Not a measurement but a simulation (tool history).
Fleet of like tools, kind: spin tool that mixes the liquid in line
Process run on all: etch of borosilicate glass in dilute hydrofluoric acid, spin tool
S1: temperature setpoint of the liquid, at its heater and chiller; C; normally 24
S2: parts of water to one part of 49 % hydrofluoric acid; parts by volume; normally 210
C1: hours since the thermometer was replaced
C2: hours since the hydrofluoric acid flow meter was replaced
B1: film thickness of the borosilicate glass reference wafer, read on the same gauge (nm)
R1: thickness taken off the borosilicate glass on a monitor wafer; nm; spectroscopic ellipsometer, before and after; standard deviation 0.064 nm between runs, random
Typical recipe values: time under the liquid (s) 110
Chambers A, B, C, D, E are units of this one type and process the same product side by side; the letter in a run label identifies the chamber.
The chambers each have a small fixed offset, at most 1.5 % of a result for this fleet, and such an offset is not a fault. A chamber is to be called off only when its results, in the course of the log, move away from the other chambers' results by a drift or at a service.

{"run": "1C", "hour": 8.3, "S1": 24, "S2": 210, "time under the liquid (s)": 110, "C1": 245.4, "C2": 552.4, "B1": 69.982, "R1": 10.268}
{"run": "2D", "hour": 16.0, "S1": 24, "S2": 210, "time under the liquid (s)": 110, "C1": 1008.3, "C2": 112.9, "B1": 70.002, "R1": 10.205}
{"run": "3E", "hour": 23.1, "S1": 24, "S2": 210, "time under the liquid (s)": 110, "C1": 167.8, "C2": 69.2, "B1": 69.996, "R1": 10.013}
{"run": "4B", "hour": 34.4, "S1": 24, "S2": 210, "time under the liquid (s)": 110, "C1": 814.1, "C2": 364.0, "B1": 69.993, "R1": 10.066}
{"run": "5A", "hour": 44.2, "S1": 24, "S2": 210, "time under the liquid (s)": 110, "C1": 1501.1, "C2": 700.1, "B1": 69.998, "R1": 10.114}
{"run": "6D", "hour": 53.9, "S1": 24, "S2": 210, "time under the liquid (s)": 110, "C1": 1046.2, "C2": 150.8, "B1": 69.993, "R1": 10.065}
{"run": "7B", "hour": 62.8, "S1": 24, "S2": 130, "time under the liquid (s)": 110, "C1": 842.5, "C2": 392.4, "B1": 70.001, "R1": 18.084}
{"run": "8A", "hour": 69.2, "S1": 24, "S2": 130, "time under the liquid (s)": 110, "C1": 1526.1, "C2": 725.1, "B1": 69.99, "R1": 17.85}
{"run": "9E", "hour": 77.2, "S1": 24, "S2": 130, "time under the liquid (s)": 110, "C1": 221.9, "C2": 123.3, "B1": 69.998, "R1": 18.091}
{"run": "10C", "hour": 83.2, "S1": 24, "S2": 130, "time under the liquid (s)": 110, "C1": 320.3, "C2": 627.3, "B1": 70.011, "R1": 18.361}
{"run": "11B", "hour": 92.7, "S1": 24, "S2": 130, "time under the liquid (s)": 110, "C1": 872.4, "C2": 422.3, "B1": 70.014, "R1": 17.845}
{"run": "12D", "hour": 102.8, "S1": 24, "S2": 210, "time under the liquid (s)": 110, "C1": 1095.1, "C2": 199.7, "B1": 70.026, "R1": 10.242}
{"run": "13E", "hour": 111.0, "S1": 24, "S2": 150, "time under the liquid (s)": 160, "C1": 255.7, "C2": 157.1, "B1": 70.01, "R1": 22.238}
{"run": "14A", "hour": 117.7, "S1": 24, "S2": 150, "time under the liquid (s)": 160, "C1": 1574.6, "C2": 773.6, "B1": 69.978, "R1": 22.341}
{"run": "15C", "hour": 127.7, "S1": 24, "S2": 150, "time under the liquid (s)": 160, "C1": 364.8, "C2": 671.8, "B1": 69.992, "R1": 22.27}
{"run": "16E", "hour": 139.0, "S1": 24, "S2": 150, "time under the liquid (s)": 160, "C1": 283.7, "C2": 185.1, "B1": 69.981, "R1": 22.218}
{"run": "17C", "hour": 144.4, "S1": 24, "S2": 150, "time under the liquid (s)": 160, "C1": 381.5, "C2": 688.5, "B1": 69.994, "R1": 22.342}
{"run": "18A", "hour": 153.7, "S1": 24, "S2": 210, "time under the liquid (s)": 110, "C1": 1610.6, "C2": 809.6, "B1": 69.988, "R1": 10.1}
{"run": "19B", "hour": 165.4, "S1": 24, "S2": 210, "time under the liquid (s)": 110, "C1": 945.1, "C2": 495.0, "B1": 70.003, "R1": 10.145}
{"hour": 168.2, "done": "chamber B: thermometer replaced"}
{"run": "20D", "hour": 174.3, "S1": 24, "S2": 210, "time under the liquid (s)": 110, "C1": 1166.6, "C2": 271.2, "B1": 69.99, "R1": 10.435}
{"run": "21B", "hour": 180.9, "S1": 24, "S2": 210, "time under the liquid (s)": 110, "C1": 12.7, "C2": 510.5, "B1": 70.004, "R1": 10.085}
{"run": "22C", "hour": 187.2, "S1": 24, "S2": 210, "time under the liquid (s)": 110, "C1": 424.3, "C2": 731.3, "B1": 69.994, "R1": 10.204}
{"run": "23A", "hour": 198.5, "S1": 24, "S2": 135, "time under the liquid (s)": 85, "C1": 1655.4, "C2": 854.4, "B1": 69.991, "R1": 13.319}
{"run": "24D", "hour": 206.9, "S1": 24, "S2": 135, "time under the liquid (s)": 85, "C1": 1199.2, "C2": 303.8, "B1": 69.994, "R1": 13.776}
{"run": "25E", "hour": 212.5, "S1": 24, "S2": 135, "time under the liquid (s)": 85, "C1": 357.2, "C2": 258.6, "B1": 70.022, "R1": 13.351}
{"run": "26B", "hour": 220.4, "S1": 24, "S2": 135, "time under the liquid (s)": 85, "C1": 52.2, "C2": 550.0, "B1": 69.978, "R1": 13.378}
{"run": "27D", "hour": 230.5, "S1": 24, "S2": 135, "time under the liquid (s)": 85, "C1": 1222.8, "C2": 327.4, "B1": 70.006, "R1": 13.778}
{"run": "28E", "hour": 241.4, "S1": 24, "S2": 210, "time under the liquid (s)": 110, "C1": 386.1, "C2": 287.5, "B1": 70.01, "R1": 10.113}
{"run": "29C", "hour": 251.9, "S1": 24, "S2": 210, "time under the liquid (s)": 110, "C1": 489.0, "C2": 796.0, "B1": 70.007, "R1": 10.228}
{"run": "30A", "hour": 261.5, "S1": 24, "S2": 210, "time under the liquid (s)": 110, "C1": 1718.4, "C2": 917.4, "B1": 70.028, "R1": 10.219}
{"run": "31B", "hour": 268.3, "S1": 24, "S2": 210, "time under the liquid (s)": 110, "C1": 100.1, "C2": 597.9, "B1": 69.996, "R1": 10.138}
{"run": "32C", "hour": 280.4, "S1": 24, "S2": 210, "time under the liquid (s)": 110, "C1": 517.5, "C2": 824.5, "B1": 69.993, "R1": 10.17}
{"run": "33D", "hour": 289.6, "S1": 27, "S2": 210, "time under the liquid (s)": 150, "C1": 1281.9, "C2": 386.5, "B1": 69.986, "R1": 16.094}
{"run": "34A", "hour": 295.1, "S1": 27, "S2": 210, "time under the liquid (s)": 150, "C1": 1752.0, "C2": 951.0, "B1": 70.016, "R1": 15.585}
{"hour": 299.7, "done": "chamber E: thermometer replaced"}
{"run": "35E", "hour": 303.1, "S1": 27, "S2": 210, "time under the liquid (s)": 150, "C1": 3.4, "C2": 349.2, "B1": 69.983, "R1": 15.495}
{"run": "36A", "hour": 310.0, "S1": 27, "S2": 210, "time under the liquid (s)": 150, "C1": 1766.9, "C2": 965.9, "B1": 70.011, "R1": 15.535}
{"run": "37B", "hour": 318.0, "S1": 27, "S2": 210, "time under the liquid (s)": 150, "C1": 149.8, "C2": 647.6, "B1": 70.008, "R1": 15.354}
{"run": "38C", "hour": 324.6, "S1": 24, "S2": 210, "time under the liquid (s)": 110, "C1": 561.7, "C2": 868.7, "B1": 69.983, "R1": 10.117}
{"run": "39E", "hour": 330.8, "S1": 24, "S2": 210, "time under the liquid (s)": 110, "C1": 31.1, "C2": 376.9, "B1": 69.971, "R1": 10.127}
{"run": "40D", "hour": 339.5, "S1": 24, "S2": 210, "time under the liquid (s)": 110, "C1": 1331.8, "C2": 436.4, "B1": 69.982, "R1": 10.813}
{"run": "41D", "hour": 349.3, "S1": 28, "S2": 210, "time under the liquid (s)": 50, "C1": 1341.6, "C2": 446.2, "B1": 70.03, "R1": 5.662}
{"run": "42C", "hour": 358.6, "S1": 28, "S2": 210, "time under the liquid (s)": 50, "C1": 595.7, "C2": 902.7, "B1": 70.003, "R1": 5.3523}
{"run": "43B", "hour": 365.7, "S1": 28, "S2": 210, "time under the liquid (s)": 50, "C1": 197.5, "C2": 695.3, "B1": 69.979, "R1": 5.3093}

Predict what each chamber gives when all 5 of them run the settings below next.
{"run": "44A", "hour": 374.4, "S1": 22, "S2": 210, "time under the liquid (s)": 110, "R1": "?"}
{"run": "44B", "hour": 374.4, "S1": 22, "S2": 210, "time under the liquid (s)": 110, "R1": "?"}
{"run": "44C", "hour": 374.4, "S1": 22, "S2": 210, "time under the liquid (s)": 110, "R1": "?"}
{"run": "44D", "hour": 374.4, "S1": 22, "S2": 210, "time under the liquid (s)": 110, "R1": "?"}
{"run": "44E", "hour": 374.4, "S1": 22, "S2": 210, "time under the liquid (s)": 110, "R1": "?"}

run=44A R1=9.4352
run=44B R1=9.2398
run=44C R1=9.4281
run=44D R1=10.1850
run=44E R1=9.3264

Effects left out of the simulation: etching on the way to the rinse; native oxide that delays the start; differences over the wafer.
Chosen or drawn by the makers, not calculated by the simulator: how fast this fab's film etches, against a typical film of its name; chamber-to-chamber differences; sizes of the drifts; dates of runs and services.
